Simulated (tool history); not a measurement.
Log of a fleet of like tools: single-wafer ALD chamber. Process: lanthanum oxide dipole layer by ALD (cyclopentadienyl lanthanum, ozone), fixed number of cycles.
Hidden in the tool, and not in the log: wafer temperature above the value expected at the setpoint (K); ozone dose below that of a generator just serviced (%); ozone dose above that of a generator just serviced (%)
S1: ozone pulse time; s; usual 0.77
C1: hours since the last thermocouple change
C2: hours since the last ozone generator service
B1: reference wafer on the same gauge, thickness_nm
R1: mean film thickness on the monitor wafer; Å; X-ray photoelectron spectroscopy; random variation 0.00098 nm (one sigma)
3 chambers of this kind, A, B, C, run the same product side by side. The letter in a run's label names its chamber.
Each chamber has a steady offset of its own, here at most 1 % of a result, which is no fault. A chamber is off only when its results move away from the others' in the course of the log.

run    day    S1      C1     C2       B1      R1
 1A  0.212  0.77   837.4  265.2  0.54185  4.5003
 2B  0.396  0.77   967.8  500.2  0.54184  4.5812
 3C  0.567  0.77   655.1  530.6   0.5419  4.5698
 4B  0.862  0.77     979  511.4  0.54199  4.5853
 5A  1.162  0.77   860.2    288  0.54207  4.4796
 6C  1.446  0.77   676.2  551.7  0.54226   4.573
 7B  1.717  0.77   999.5  531.9  0.54215  4.5965
 8A  1.971   0.9   879.6  307.4  0.54194  4.7682
 9C  2.238   0.9   695.2  570.7  0.54204  4.8166
10B  2.433   0.9  1016.7  549.1  0.54233  4.8726
11A  2.654  0.77     896  323.8   0.5418  4.4688
12C  2.838  0.77   709.6  585.1  0.54231  4.5642
13A  2.983  0.77   903.9  331.7   0.5418  4.4648
14B  3.262  0.77  1036.6    569  0.54231  4.5768
15C  3.562  0.77     727  602.5  0.54207    4.53
16B  3.721  0.77  1047.6    580  0.54177  4.5706
17A  3.875  0.77   925.3  353.1  0.54222  4.4608
18C  4.092  0.77   739.7  615.2  0.54206  4.5378
19C  4.296  0.77   744.6  620.1  0.54211  4.5575
20A  4.508  0.77   940.5  368.3  0.54185  4.4529
21B  4.775  0.77  1072.9  605.3  0.54214  4.5852
22C  5.054  0.77   762.8  638.3  0.54184  4.5574
23A  5.333  0.77   960.3  388.1  0.54188  4.4362
24B  5.604  0.77  1092.8  625.2  0.54217  4.5914
25B  5.804  0.77  1097.6    630  0.54211  4.5836
26A  6.025     1   976.9  404.7  0.54236  4.8952
27C  6.275     1   792.1  667.6  0.54226  5.0029
28C  6.454     1   796.4  671.9  0.54228  5.0082
29B  6.654  0.68    1118  650.4  0.54201  4.3264

Next, every chamber runs the same settings. What will each give?
30A  6.888  0.77               ?
30B  6.888  0.77               ?
30C  6.888  0.77               ?

run      R1
30A  4.3953
30B  4.5878
30C  4.5369
